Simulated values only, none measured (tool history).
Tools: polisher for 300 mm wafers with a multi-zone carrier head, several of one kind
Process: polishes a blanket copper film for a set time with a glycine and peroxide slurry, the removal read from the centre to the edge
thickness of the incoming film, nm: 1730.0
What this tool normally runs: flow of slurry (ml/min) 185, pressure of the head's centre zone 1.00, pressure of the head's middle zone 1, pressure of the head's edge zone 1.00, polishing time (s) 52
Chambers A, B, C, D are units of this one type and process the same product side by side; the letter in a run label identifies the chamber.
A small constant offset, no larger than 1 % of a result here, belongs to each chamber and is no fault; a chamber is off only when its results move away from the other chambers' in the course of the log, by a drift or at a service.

| run | hour | flow of slurry (ml/min) | pressure of the head's centre zone | pressure of the head's middle zone | pressure of the head's edge zone | polishing time (s) | film removed at the wafer's centre (angstrom) | film removed at mid-radius (angstrom) | film removed at the wafer's edge (angstrom) |
|---|---|---|---|---|---|---|---|---|---|
| 1A | 6.8 | 185 | 1.00 | 1 | 1.00 | 52 | 1319.70 | 1320.20 | 1343.10 |
| 2B | 13.9 | 185 | 1.00 | 1 | 1.00 | 52 | 1310.30 | 1340.30 | 1352.00 |
| 3C | 21.3 | 185 | 1.00 | 1 | 1.00 | 52 | 1338.40 | 1328.80 | 1332.10 |
| 4D | 26.1 | 185 | 1.00 | 1 | 1.00 | 52 | 1334.20 | 1322.20 | 1333.40 |
| 5C | 30.5 | 185 | 1.00 | 1 | 1.08 | 45 | 1140.90 | 1145.60 | 1205.50 |
| 6D | 34.6 | 185 | 1.00 | 1 | 1.08 | 45 | 1153.20 | 1136.00 | 1195.80 |
| 7B | 38.7 | 185 | 1.00 | 1 | 1.08 | 45 | 1136.30 | 1141.50 | 1207.70 |
| 8A | 43.3 | 185 | 1.00 | 1 | 1.08 | 45 | 1124.10 | 1133.80 | 1208.10 |
| 9A | 47.0 | 185 | 1.00 | 1 | 1.00 | 52 | 1313.30 | 1320.60 | 1318.90 |
| 10B | 53.7 | 185 | 1.00 | 1 | 1.00 | 52 | 1306.20 | 1317.30 | 1299.20 |
|  | 56.4 | chamber B: worn pad replaced by a new one |
| 11C | 58.9 | 185 | 1.00 | 1 | 1.00 | 52 | 1314.10 | 1324.70 | 1310.70 |
|  | 59.2 | chamber C: edge zone pressure recalibrated |
| 12D | 65.8 | 185 | 1.00 | 1 | 1.00 | 52 | 1328.90 | 1311.70 | 1333.30 |
|  | 72.3 | chamber C: worn pad replaced by a new one |
| 13C | 72.8 | 185 | 1.00 | 1 | 1.00 | 52 | 1318.80 | 1312.00 | 1335.50 |
| 14A | 78.6 | 185 | 0.93 | 1 | 1.00 | 38 | 874.26 | 952.56 | 971.40 |
|  | 80.0 | chamber A: worn pad replaced by a new one |
| 15D | 86.6 | 185 | 0.93 | 1 | 1.00 | 38 | 895.97 | 956.84 | 937.82 |
| 16B | 90.5 | 185 | 0.93 | 1 | 1.00 | 38 | 898.48 | 977.31 | 977.49 |
| 17D | 95.0 | 185 | 0.93 | 1 | 1.00 | 38 | 889.84 | 964.74 | 942.35 |
| 18B | 100.1 | 210 | 1.10 | 1 | 1.00 | 52 | 1512.60 | 1363.60 | 1349.20 |
| 19A | 104.9 | 210 | 1.10 | 1 | 1.00 | 52 | 1477.60 | 1345.50 | 1367.10 |
| 20C | 108.8 | 210 | 1.10 | 1 | 1.00 | 52 | 1494.30 | 1353.10 | 1363.50 |
| 21A | 115.8 | 210 | 1.10 | 1 | 1.00 | 52 | 1492.60 | 1333.10 | 1381.00 |
| 22C | 123.8 | 185 | 1.00 | 1 | 1.00 | 52 | 1340.00 | 1314.80 | 1349.50 |
| 23D | 130.7 | 185 | 1.00 | 1 | 1.00 | 52 | 1320.50 | 1312.70 | 1320.50 |
| 24B | 135.6 | 185 | 1.00 | 1 | 1.00 | 52 | 1341.70 | 1321.60 | 1345.60 |
|  | 141.5 | chamber A: slurry nozzle cleaned |
|  | 141.7 | chamber B: centre zone pressure recalibrated |
| 25A | 142.6 | 185 | 1.00 | 1 | 1.00 | 52 | 1332.30 | 1310.10 | 1333.60 |
|  | 148.9 | chamber D: worn pad replaced by a new one |
| 26C | 149.3 | 185 | 1.00 | 1 | 1.00 | 52 | 1336.00 | 1307.20 | 1364.40 |
|  | 150.9 | chamber B: worn pad replaced by a new one |
| 27B | 153.0 | 185 | 1.00 | 1 | 1.00 | 52 | 1432.90 | 1331.20 | 1322.80 |
| 28D | 159.0 | 185 | 1.00 | 1 | 1.00 | 52 | 1334.40 | 1305.20 | 1300.70 |
| 29A | 165.9 | 185 | 1.00 | 1 | 1.00 | 52 | 1311.70 | 1317.30 | 1338.50 |
| 30C | 171.8 | 185 | 1.00 | 1 | 1.00 | 52 | 1327.30 | 1308.30 | 1317.40 |
| 31D | 177.2 | 150 | 1.00 | 1 | 1.00 | 52 | 1278.70 | 1263.80 | 1286.80 |
|  | 182.6 | chamber A: worn pad replaced by a new one |
| 32B | 182.8 | 150 | 1.00 | 1 | 1.00 | 52 | 1384.60 | 1288.70 | 1298.40 |
| 33D | 187.2 | 150 | 1.00 | 1 | 1.00 | 52 | 1258.90 | 1273.10 | 1270.70 |
| 34A | 192.1 | 150 | 1.00 | 1 | 1.00 | 52 | 1259.30 | 1278.20 | 1291.60 |
|  | 193.1 | chamber C: worn pad replaced by a new one |
| 35B | 199.1 | 185 | 1.00 | 1 | 1.00 | 52 | 1446.00 | 1334.90 | 1325.90 |
| 36C | 204.8 | 185 | 1.00 | 1 | 1.00 | 52 | 1334.90 | 1325.30 | 1343.20 |
| 37A | 212.5 | 185 | 1.00 | 1 | 1.00 | 52 | 1312.60 | 1312.50 | 1341.20 |
| 38C | 217.4 | 185 | 1.00 | 1 | 1.00 | 52 | 1321.90 | 1325.40 | 1336.20 |
| 39D | 222.8 | 185 | 1.00 | 1 | 1.00 | 52 | 1323.10 | 1317.90 | 1319.40 |
| 40B | 229.9 | 185 | 1.00 | 1 | 1.00 | 52 | 1426.10 | 1331.00 | 1321.30 |

All 4 chambers run these settings next. Forecast each chamber's results:
| 41A | 235.7 | 120 | 1.00 | 1 | 1.00 | 52 | ? | ? | ? |
| 41B | 235.7 | 120 | 1.00 | 1 | 1.00 | 52 | ? | ? | ? |
| 41C | 235.7 | 120 | 1.00 | 1 | 1.00 | 52 | ? | ? | ? |
| 41D | 235.7 | 120 | 1.00 | 1 | 1.00 | 52 | ? | ? | ? |

| run | film removed at the wafer's centre (angstrom) | film removed at mid-radius (angstrom) | film removed at the wafer's edge (angstrom) |
|---|---|---|---|
| 41A | 1216.60 | 1218.40 | 1287.10 |
| 41B | 1314.10 | 1223.00 | 1259.90 |
| 41C | 1235.00 | 1211.80 | 1264.30 |
| 41D | 1204.80 | 1202.60 | 1247.80 |
